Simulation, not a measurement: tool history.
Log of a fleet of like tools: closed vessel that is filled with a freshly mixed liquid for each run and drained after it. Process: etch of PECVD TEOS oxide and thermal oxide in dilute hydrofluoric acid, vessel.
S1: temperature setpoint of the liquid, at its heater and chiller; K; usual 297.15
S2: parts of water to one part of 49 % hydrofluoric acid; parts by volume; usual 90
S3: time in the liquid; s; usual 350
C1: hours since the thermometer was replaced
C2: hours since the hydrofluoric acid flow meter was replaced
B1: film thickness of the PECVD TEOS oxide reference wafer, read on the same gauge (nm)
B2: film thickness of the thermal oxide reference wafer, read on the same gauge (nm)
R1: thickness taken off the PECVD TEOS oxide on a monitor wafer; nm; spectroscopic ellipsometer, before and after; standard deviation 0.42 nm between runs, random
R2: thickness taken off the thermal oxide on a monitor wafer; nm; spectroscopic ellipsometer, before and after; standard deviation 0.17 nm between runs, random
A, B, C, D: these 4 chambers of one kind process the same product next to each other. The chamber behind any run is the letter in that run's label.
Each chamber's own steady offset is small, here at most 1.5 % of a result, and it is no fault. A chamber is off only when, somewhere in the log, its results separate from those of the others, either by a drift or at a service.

| run | day | S1 | S2 | S3 | C1 | C2 | B1 | B2 | R1 | R2 |
|---|---|---|---|---|---|---|---|---|---|---|
| 1C | 0.183 | 297.15 | 90 | 350 | 276.6 | 89.1 | 80.013 | 100 | 57.709 | 18.274 |
| 2B | 0.317 | 297.15 | 90 | 350 | 1223.2 | 123.2 | 79.997 | 100.01 | 58.924 | 17.934 |
| 3D | 0.496 | 297.15 | 90 | 350 | 1664.7 | 199.2 | 80.019 | 100.01 | 57.783 | 17.802 |
| 4A | 0.6 | 297.15 | 90 | 350 | 497.2 | 697.7 | 79.999 | 99.993 | 58.265 | 18.011 |
| 5A | 0.762 | 297.15 | 115 | 350 | 501.1 | 701.6 | 80.003 | 100.02 | 44.358 | 14.041 |
| 6B | 0.917 | 297.15 | 115 | 350 | 1237.6 | 137.6 | 79.99 | 100.01 | 44.421 | 13.86 |
| 7D | 1.075 | 297.15 | 115 | 350 | 1678.6 | 213.1 | 79.989 | 99.996 | 43.478 | 13.614 |
| 8C | 1.183 | 297.15 | 115 | 350 | 300.6 | 113.1 | 80 | 100 | 44.019 | 13.769 |
| 9A | 1.308 | 297.15 | 90 | 350 | 514.2 | 714.7 | 79.99 | 99.97 | 58.328 | 18.421 |
| 10B | 1.396 | 297.15 | 90 | 350 | 1249.1 | 149.1 | 80 | 99.998 | 58.265 | 17.799 |
| 11D | 1.492 | 297.15 | 90 | 520 | 1688.6 | 223.1 | 80 | 99.994 | 86.159 | 26.915 |
| 12C | 1.662 | 297.15 | 90 | 520 | 312.1 | 124.6 | 79.99 | 100.01 | 85.421 | 26.675 |
| 13A | 1.746 | 297.15 | 90 | 520 | 524.7 | 725.2 | 80.023 | 99.984 | 90.024 | 27.927 |
| 14D | 1.929 | 297.15 | 90 | 520 | 1699.1 | 233.6 | 80.015 | 99.997 | 86.591 | 26.722 |
| 15B | 2.029 | 297.15 | 90 | 350 | 1264.3 | 164.3 | 80.009 | 99.993 | 58.841 | 18.124 |
| 16C | 2.133 | 297.15 | 90 | 350 | 323.4 | 135.9 | 80 | 100 | 57.294 | 18.172 |
| 17B | 2.217 | 292.15 | 90 | 145 | 1268.8 | 168.8 | 80.001 | 99.983 | 20.027 | 5.9375 |
| 18D | 2.325 | 292.15 | 90 | 145 | 1708.6 | 243.1 | 80.011 | 100.01 | 19.805 | 6.1243 |
| 19C | 2.421 | 292.15 | 90 | 145 | 330.3 | 142.8 | 79.978 | 100 | 19.652 | 6.1694 |
| 20A | 2.529 | 292.15 | 90 | 145 | 543.5 | 744 | 80.009 | 100.01 | 21.199 | 6.5296 |
| 21D | 2.658 | 297.15 | 90 | 350 | 1716.6 | 251.1 | 79.993 | 99.987 | 57.35 | 17.87 |
| 22A | 2.825 | 297.15 | 90 | 350 | 550.6 | 751.1 | 79.999 | 100.02 | 63.139 | 19.399 |
| 23B | 2.925 | 297.15 | 90 | 350 | 1285.8 | 185.8 | 80.01 | 100.01 | 59.31 | 17.995 |
| 24C | 3.058 | 295.65 | 70 | 350 | 345.6 | 158.1 | 80.012 | 100.01 | 70.43 | 22.609 |

Is one chamber out of step, is the gauge drifting, or do the chambers differ by no more than their own small offsets? For an off chamber, give its letter and the likeliest cause.

Chamber A drifts away from the others.
Cause: hydrofluoric acid flow above the setpoint (%) = 9.24.
The log may not tell that from: liquid hotter than its thermometer reads (K).

Here are 4 candidates for chamber A's next run, each the usual settings with a change, their results left as question marks. Which one brings its results back in line with what the others give on the usual settings?
Allowed miss from the other chambers' usual-settings mean, per result, to count as in line: R1 1.5 nm; R2 0.62 nm
| 25A-1 | 3.196 | 296.65 | 95 | 315 |  |  |  |  | ? | ? |
| 25A-2 | 3.196 | 297.15 | 85 | 365 |  |  |  |  | ? | ? |
| 25A-3 | 3.196 | 297.15 | 95 | 335 |  |  |  |  | ? | ? |
| 25A-4 | 3.196 | 297.65 | 85 | 385 |  |  |  |  | ? | ? |

Other chambers, usual settings, mean: R1 58.17 nm; R2 18.096 nm
| run | R1 | R2 |
|---|---|---|
| 25A-1 | 53.516 | 16.665 |
| 25A-2 | 71.413 | 22.238 |
| 25A-3 | 58.065 | 18.081 |
| 25A-4 | 76.853 | 23.932 |
It is 25A-3 that realigns the chamber with its peers.
